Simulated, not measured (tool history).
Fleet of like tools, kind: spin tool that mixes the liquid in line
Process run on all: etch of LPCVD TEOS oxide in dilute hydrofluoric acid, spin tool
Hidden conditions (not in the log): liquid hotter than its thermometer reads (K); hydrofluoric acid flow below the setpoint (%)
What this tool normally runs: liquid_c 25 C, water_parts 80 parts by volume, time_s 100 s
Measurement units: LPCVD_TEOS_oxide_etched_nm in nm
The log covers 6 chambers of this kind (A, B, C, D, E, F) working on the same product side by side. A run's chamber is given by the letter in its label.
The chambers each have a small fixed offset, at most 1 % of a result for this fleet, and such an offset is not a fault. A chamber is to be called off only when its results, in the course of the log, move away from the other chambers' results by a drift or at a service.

run,hour,liquid_c,water_parts,time_s,hours since the thermometer was replaced,hours since the hydrofluoric acid flow meter was replaced,"read-back film thickness of the LPCVD TEOS oxide reference wafer, read on the same gauge (nm)",LPCVD_TEOS_oxide_etched_nm
1B,5.3,25,80,100,1136.8,1224.5,130.02,38.044
2A,11.9,25,80,100,1564,915.4,130.02,38.239
3F,18.7,25,80,100,65.7,1041.7,130,37.791
4C,24.8,25,80,100,2187.8,1384.9,130,37.739
# hour 25: chamber F: hydrofluoric acid flow meter replaced
5D,28.6,23,115,100,1267,193.6,129.99,23.387
6E,35.1,23,115,100,2182.2,229.8,130.03,23.355
7C,40.4,23,115,100,2203.4,1400.5,129.99,23.101
8E,44.6,23,115,100,2191.7,239.3,130.01,23.514
9F,49.3,23,115,100,96.3,24.3,130.02,23.215
10B,53.1,23,115,100,1184.6,1272.3,129.99,23.463
11D,57.1,25,80,100,1295.5,222.1,130.01,38.124
12A,64,25,80,100,1616.1,967.5,130.02,38.171
13E,68.6,25,45,130,2215.7,263.3,130.02,91.007
# hour 70.2: chamber C: hydrofluoric acid flow meter replaced
14A,72.7,25,45,130,1624.8,976.2,129.98,93.139
15B,76,25,45,130,1207.5,1295.2,129.96,93.989
16C,79.3,25,45,130,2242.3,9.2,130.03,93.623
17F,84.2,25,45,130,131.2,59.2,130.01,93.026
18D,87.4,25,45,130,1325.8,252.4,129.95,92.549
19E,91.8,25,45,45,2238.9,286.5,130.04,31.362
20A,97,25,45,45,1649.1,1000.5,129.97,32.092
21F,100.4,25,45,45,147.4,75.4,130.02,32.013
22B,105.3,25,45,45,1236.8,1324.5,129.97,32.615
23D,111.8,25,45,45,1350.2,276.8,129.97,31.949
24C,115,25,45,45,2278,44.9,130.02,32.266
25A,119.8,25,80,100,1671.9,1023.3,130,38.067
26D,125.1,25,80,100,1363.5,290.1,130.04,37.907
27E,130.3,25,80,100,2277.4,325,130.01,37.91
28F,134.8,25,80,100,181.8,109.8,130,37.804
29C,140.6,25,80,100,2303.6,70.5,129.95,37.973
30B,144.1,25,80,100,1275.6,1363.3,129.93,38.5
31F,148.2,25,80,100,195.2,123.2,129.96,37.791
32A,152.5,25,80,100,1704.6,1056,130.04,38.225
33C,156.2,25,80,100,2319.2,86.1,129.99,37.845
34E,162.4,25,80,100,2309.5,357.1,129.99,37.86
35D,167.3,25,80,100,1405.7,332.3,130,38.125
36B,172.5,25,80,100,1304,1391.7,130,38.882
37B,179.4,25,80,100,1310.9,1398.6,130.05,38.765

For the next run the whole fleet of 6 chambers uses the same settings. Give each chamber's results:
38A,184.5,21.5,80,100,,,,?
38B,184.5,21.5,80,100,,,,?
38C,184.5,21.5,80,100,,,,?
38D,184.5,21.5,80,100,,,,?
38E,184.5,21.5,80,100,,,,?
38F,184.5,21.5,80,100,,,,?

run,LPCVD_TEOS_oxide_etched_nm
38A,32.971
38B,33.989
38C,33.022
38D,32.941
38E,32.872
38F,32.675

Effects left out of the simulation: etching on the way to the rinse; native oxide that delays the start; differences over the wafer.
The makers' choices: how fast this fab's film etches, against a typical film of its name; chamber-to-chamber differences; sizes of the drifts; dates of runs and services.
